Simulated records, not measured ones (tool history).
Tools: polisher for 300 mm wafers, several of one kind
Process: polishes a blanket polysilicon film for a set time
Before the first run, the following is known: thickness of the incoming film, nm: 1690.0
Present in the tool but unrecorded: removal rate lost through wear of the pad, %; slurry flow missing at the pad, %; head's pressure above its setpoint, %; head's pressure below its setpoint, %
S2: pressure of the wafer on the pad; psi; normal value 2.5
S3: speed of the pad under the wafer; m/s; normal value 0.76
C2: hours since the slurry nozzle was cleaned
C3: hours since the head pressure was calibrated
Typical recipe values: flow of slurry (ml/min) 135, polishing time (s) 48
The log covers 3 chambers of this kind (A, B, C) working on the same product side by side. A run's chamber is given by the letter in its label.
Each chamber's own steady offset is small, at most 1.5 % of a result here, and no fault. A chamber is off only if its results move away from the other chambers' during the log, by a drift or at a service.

{"day": 0.4, "done": "chamber B: slurry nozzle cleaned"}
{"run": "1A", "day": 0.508, "flow of slurry (ml/min)": 135, "S2": 2.5, "S3": 0.76, "polishing time (s)": 48, "wafers polished on this pad": 173, "C2": 506.4, "C3": 151.6, "film removed (nm)": 310.41}
{"day": 0.821, "done": "chamber C: head pressure recalibrated"}
{"run": "2C", "day": 0.975, "flow of slurry (ml/min)": 135, "S2": 2.5, "S3": 0.76, "polishing time (s)": 48, "wafers polished on this pad": 600, "C2": 30.3, "C3": 3.7, "film removed (nm)": 308.68}
{"run": "3B", "day": 1.462, "flow of slurry (ml/min)": 135, "S2": 2.5, "S3": 0.76, "polishing time (s)": 48, "wafers polished on this pad": 1224, "C2": 25.6, "C3": 1183.5, "film removed (nm)": 309.32}
{"day": 1.662, "done": "chamber B: worn pad replaced by a new one"}
{"run": "4C", "day": 1.9, "flow of slurry (ml/min)": 135, "S2": 2.5, "S3": 0.76, "polishing time (s)": 48, "wafers polished on this pad": 780, "C2": 52.5, "C3": 25.9, "film removed (nm)": 307.78}
{"run": "5A", "day": 2.283, "flow of slurry (ml/min)": 135, "S2": 2.5, "S3": 0.76, "polishing time (s)": 48, "wafers polished on this pad": 518, "C2": 549, "C3": 194.2, "film removed (nm)": 305.55}
{"run": "6B", "day": 2.6, "flow of slurry (ml/min)": 135, "S2": 2.5, "S3": 0.76, "polishing time (s)": 48, "wafers polished on this pad": 182, "C2": 52.9, "C3": 1210.8, "film removed (nm)": 309.05}
{"run": "7C", "day": 3.0, "flow of slurry (ml/min)": 135, "S2": 2.5, "S3": 0.76, "polishing time (s)": 48, "wafers polished on this pad": 994, "C2": 78.9, "C3": 52.3, "film removed (nm)": 307.5}
{"day": 3.371, "done": "chamber C: worn pad replaced by a new one"}
{"run": "8B", "day": 3.554, "flow of slurry (ml/min)": 135, "S2": 2.5, "S3": 0.76, "polishing time (s)": 48, "wafers polished on this pad": 368, "C2": 75.8, "C3": 1233.7, "film removed (nm)": 308.66}
{"run": "9A", "day": 3.804, "flow of slurry (ml/min)": 135, "S2": 2.5, "S3": 0.76, "polishing time (s)": 48, "wafers polished on this pad": 814, "C2": 585.5, "C3": 230.7, "film removed (nm)": 317.08}
{"run": "10A", "day": 4.238, "flow of slurry (ml/min)": 135, "S2": 2.5, "S3": 0.76, "polishing time (s)": 48, "wafers polished on this pad": 898, "C2": 595.9, "C3": 241.1, "film removed (nm)": 318.28}
{"day": 4.362, "done": "chamber A: worn pad replaced by a new one"}
{"run": "11B", "day": 4.567, "flow of slurry (ml/min)": 135, "S2": 2.5, "S3": 0.76, "polishing time (s)": 48, "wafers polished on this pad": 565, "C2": 100.1, "C3": 1258, "film removed (nm)": 316.44}
{"day": 4.6, "done": "chamber B: head pressure recalibrated"}
{"run": "12C", "day": 5.046, "flow of slurry (ml/min)": 135, "S2": 2.5, "S3": 0.76, "polishing time (s)": 48, "wafers polished on this pad": 326, "C2": 128, "C3": 101.4, "film removed (nm)": 306.79}
{"run": "13B", "day": 5.333, "flow of slurry (ml/min)": 135, "S2": 2.5, "S3": 0.76, "polishing time (s)": 48, "wafers polished on this pad": 714, "C2": 118.5, "C3": 17.7, "film removed (nm)": 308.54}
{"run": "14A", "day": 5.804, "flow of slurry (ml/min)": 135, "S2": 2.5, "S3": 0.76, "polishing time (s)": 48, "wafers polished on this pad": 280, "C2": 633.5, "C3": 278.7, "film removed (nm)": 321.96}
{"run": "15C", "day": 6.192, "flow of slurry (ml/min)": 135, "S2": 2.5, "S3": 0.76, "polishing time (s)": 59, "wafers polished on this pad": 549, "C2": 155.5, "C3": 128.9, "film removed (nm)": 371.74}
{"run": "16C", "day": 6.633, "flow of slurry (ml/min)": 135, "S2": 2.5, "S3": 0.76, "polishing time (s)": 59, "wafers polished on this pad": 634, "C2": 166.1, "C3": 139.5, "film removed (nm)": 386.98}
{"run": "17B", "day": 7.033, "flow of slurry (ml/min)": 135, "S2": 2.5, "S3": 0.76, "polishing time (s)": 59, "wafers polished on this pad": 1044, "C2": 159.3, "C3": 58.5, "film removed (nm)": 375.79}
{"run": "18A", "day": 7.279, "flow of slurry (ml/min)": 135, "S2": 2.5, "S3": 0.76, "polishing time (s)": 48, "wafers polished on this pad": 567, "C2": 668.9, "C3": 314.1, "film removed (nm)": 325.42}
{"run": "19A", "day": 7.671, "flow of slurry (ml/min)": 135, "S2": 2.5, "S3": 0.76, "polishing time (s)": 48, "wafers polished on this pad": 643, "C2": 678.3, "C3": 323.5, "film removed (nm)": 314.94}
{"day": 7.679, "done": "chamber C: worn pad replaced by a new one"}
{"run": "20B", "day": 8.125, "flow of slurry (ml/min)": 135, "S2": 2.5, "S3": 0.76, "polishing time (s)": 48, "wafers polished on this pad": 1257, "C2": 185.5, "C3": 84.7, "film removed (nm)": 314.56}
{"day": 8.296, "done": "chamber B: worn pad replaced by a new one"}
{"day": 8.325, "done": "chamber A: slurry nozzle cleaned"}
{"run": "21C", "day": 8.567, "flow of slurry (ml/min)": 110, "S2": 2.5, "S3": 0.86, "polishing time (s)": 48, "wafers polished on this pad": 173, "C2": 212.5, "C3": 185.9, "film removed (nm)": 324.59}
{"run": "22A", "day": 9.029, "flow of slurry (ml/min)": 110, "S2": 2.5, "S3": 0.86, "polishing time (s)": 48, "wafers polished on this pad": 907, "C2": 17, "C3": 356.1, "film removed (nm)": 349.48}
{"run": "23C", "day": 9.533, "flow of slurry (ml/min)": 110, "S2": 2.5, "S3": 0.86, "polishing time (s)": 48, "wafers polished on this pad": 361, "C2": 235.7, "C3": 209.1, "film removed (nm)": 335.24}
{"day": 9.942, "done": "chamber A: worn pad replaced by a new one"}
{"run": "24B", "day": 9.979, "flow of slurry (ml/min)": 135, "S2": 2.5, "S3": 0.76, "polishing time (s)": 48, "wafers polished on this pad": 327, "C2": 230, "C3": 129.2, "film removed (nm)": 323.34}
{"run": "25B", "day": 10.358, "flow of slurry (ml/min)": 135, "S2": 2.5, "S3": 0.76, "polishing time (s)": 48, "wafers polished on this pad": 401, "C2": 239.1, "C3": 138.3, "film removed (nm)": 317.64}
{"run": "26A", "day": 10.833, "flow of slurry (ml/min)": 135, "S2": 2.5, "S3": 0.76, "polishing time (s)": 48, "wafers polished on this pad": 173, "C2": 60.3, "C3": 399.4, "film removed (nm)": 331.34}
{"run": "27C", "day": 11.329, "flow of slurry (ml/min)": 135, "S2": 2.5, "S3": 0.76, "polishing time (s)": 48, "wafers polished on this pad": 710, "C2": 278.8, "C3": 252.2, "film removed (nm)": 309.74}
{"run": "28A", "day": 11.646, "flow of slurry (ml/min)": 135, "S2": 2.5, "S3": 0.76, "polishing time (s)": 48, "wafers polished on this pad": 331, "C2": 79.8, "C3": 418.9, "film removed (nm)": 332.36}
{"day": 11.879, "done": "chamber C: worn pad replaced by a new one"}
{"run": "29C", "day": 12.104, "flow of slurry (ml/min)": 135, "S2": 2.5, "S3": 0.76, "polishing time (s)": 48, "wafers polished on this pad": 44, "C2": 297.4, "C3": 270.8, "film removed (nm)": 314.91}
{"run": "30B", "day": 12.371, "flow of slurry (ml/min)": 135, "S2": 2.5, "S3": 0.76, "polishing time (s)": 48, "wafers polished on this pad": 792, "C2": 287.4, "C3": 186.6, "film removed (nm)": 311.88}

All chambers now run identical settings, listed one chamber a line with results as question marks. What results will each chamber show?
{"run": "31A", "day": 12.771, "flow of slurry (ml/min)": 135, "S2": 2, "S3": 0.76, "polishing time (s)": 48, "film removed (nm)": "?"}
{"run": "31B", "day": 12.771, "flow of slurry (ml/min)": 135, "S2": 2, "S3": 0.76, "polishing time (s)": 48, "film removed (nm)": "?"}
{"run": "31C", "day": 12.771, "flow of slurry (ml/min)": 135, "S2": 2, "S3": 0.76, "polishing time (s)": 48, "film removed (nm)": "?"}

run=31A film_removed_(nm)=272.42
run=31B film_removed_(nm)=247.64
run=31C film_removed_(nm)=242.95
